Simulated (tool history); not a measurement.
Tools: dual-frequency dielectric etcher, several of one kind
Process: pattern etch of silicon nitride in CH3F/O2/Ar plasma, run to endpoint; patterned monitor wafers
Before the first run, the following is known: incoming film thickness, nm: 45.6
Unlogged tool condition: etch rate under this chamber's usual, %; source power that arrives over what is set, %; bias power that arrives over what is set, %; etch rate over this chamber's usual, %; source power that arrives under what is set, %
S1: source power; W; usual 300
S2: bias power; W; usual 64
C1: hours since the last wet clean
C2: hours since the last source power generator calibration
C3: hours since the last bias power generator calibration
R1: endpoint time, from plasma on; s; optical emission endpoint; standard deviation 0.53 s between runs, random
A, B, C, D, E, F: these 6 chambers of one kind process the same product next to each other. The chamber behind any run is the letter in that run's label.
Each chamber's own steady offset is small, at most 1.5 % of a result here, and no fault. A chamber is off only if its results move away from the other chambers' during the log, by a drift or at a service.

| run | hour | S1 | S2 | C1 | C2 | C3 | R1 |
|---|---|---|---|---|---|---|---|
| 1F | 3.4 | 300 | 64 | 388 | 2784.1 | 3831 | 76.659 |
| 2B | 6.8 | 300 | 64 | 250.4 | 2955.6 | 2615.6 | 76.091 |
| 3D | 11.1 | 300 | 64 | 171.1 | 1625.6 | 2213.1 | 76.755 |
| 4A | 13.9 | 300 | 64 | 103.3 | 618.4 | 1006.9 | 76.06 |
| 5C | 17.6 | 300 | 64 | 86.4 | 55.9 | 3327 | 77.612 |
| 6E | 19.8 | 300 | 64 | 48.2 | 1518.8 | 1805.9 | 76.701 |
| 7E | 22.2 | 300 | 64 | 50.6 | 1521.2 | 1808.3 | 77.665 |
| 8F | 26.4 | 300 | 64 | 411 | 2807.1 | 3854 | 75.66 |
| 9D | 29.4 | 300 | 64 | 189.4 | 1643.9 | 2231.4 | 76.464 |
| 10C | 32.4 | 300 | 64 | 101.2 | 70.7 | 3341.8 | 77.11 |
| 11B | 36.7 | 350 | 64 | 280.3 | 2985.5 | 2645.5 | 70.968 |
| 12A | 40.3 | 350 | 64 | 129.7 | 644.8 | 1033.3 | 71.008 |
| 13D | 43.7 | 350 | 64 | 203.7 | 1658.2 | 2245.7 | 72.418 |
| 14F | 45.9 | 350 | 64 | 430.5 | 2826.6 | 3873.5 | 72.409 |
| 15B | 49.7 | 350 | 64 | 293.3 | 2998.5 | 2658.5 | 71.203 |
| 16A | 51.9 | 350 | 64 | 141.3 | 656.4 | 1044.9 | 70.879 |
| 17C | 55.9 | 300 | 64 | 124.7 | 94.2 | 3365.3 | 77.619 |
| 18E | 60.2 | 300 | 64 | 88.6 | 1559.2 | 1846.3 | 78.386 |
| 19D | 64.3 | 300 | 64 | 224.3 | 1678.8 | 2266.3 | 76.69 |
| 20F | 67.5 | 300 | 64 | 452.1 | 2848.2 | 3895.1 | 77.167 |
| 21A | 69.8 | 300 | 64 | 159.2 | 674.3 | 1062.8 | 76.211 |
| 22C | 72.2 | 300 | 64 | 141 | 110.5 | 3381.6 | 77.879 |
| 23B | 76.6 | 240 | 70 | 320.2 | 3025.4 | 2685.4 | 80.233 |
| 24E | 80 | 240 | 70 | 108.4 | 1579 | 1866.1 | 81.141 |
| 25E | 83.2 | 240 | 70 | 111.6 | 1582.2 | 1869.3 | 81.22 |
| 26A | 86.8 | 240 | 70 | 176.2 | 691.3 | 1079.8 | 80.374 |
| 27B | 88.9 | 240 | 70 | 332.5 | 3037.7 | 2697.7 | 79.371 |
| 28D | 93.3 | 240 | 70 | 253.3 | 1707.8 | 2295.3 | 80.135 |
| 29C | 96.3 | 300 | 64 | 165.1 | 134.6 | 3405.7 | 77.467 |
| 30F | 100.2 | 300 | 64 | 484.8 | 2880.9 | 3927.8 | 77.212 |
| 31E | 103.8 | 300 | 64 | 132.2 | 1602.8 | 1889.9 | 77.648 |
| 32B | 106.4 | 300 | 64 | 350 | 3055.2 | 2715.2 | 75.944 |
| 33A | 110.1 | 300 | 64 | 199.5 | 714.6 | 1103.1 | 76.431 |
| 34D | 113.2 | 300 | 64 | 273.2 | 1727.7 | 2315.2 | 75.82 |
| 35C | 117.2 | 300 | 64 | 186 | 155.5 | 3426.6 | 77.882 |
| 36F | 120.7 | 300 | 64 | 505.3 | 2901.4 | 3948.3 | 77.134 |
| 37B | 123.3 | 300 | 64 | 366.9 | 3072.1 | 2732.1 | 76.345 |
| 38A | 126.8 | 300 | 64 | 216.2 | 731.3 | 1119.8 | 76.332 |

The same settings go to every chamber for the next run, one line per chamber below. Forecast the results for each:
| 39A | 130.1 | 250 | 64 |  |  |  | ? |
| 39B | 130.1 | 250 | 64 |  |  |  | ? |
| 39C | 130.1 | 250 | 64 |  |  |  | ? |
| 39D | 130.1 | 250 | 64 |  |  |  | ? |
| 39E | 130.1 | 250 | 64 |  |  |  | ? |
| 39F | 130.1 | 250 | 64 |  |  |  | ? |

| run | R1 |
|---|---|
| 39A | 82.484 |
| 39B | 80.07 |
| 39C | 82.673 |
| 39D | 81.514 |
| 39E | 82.923 |
| 39F | 82.519 |

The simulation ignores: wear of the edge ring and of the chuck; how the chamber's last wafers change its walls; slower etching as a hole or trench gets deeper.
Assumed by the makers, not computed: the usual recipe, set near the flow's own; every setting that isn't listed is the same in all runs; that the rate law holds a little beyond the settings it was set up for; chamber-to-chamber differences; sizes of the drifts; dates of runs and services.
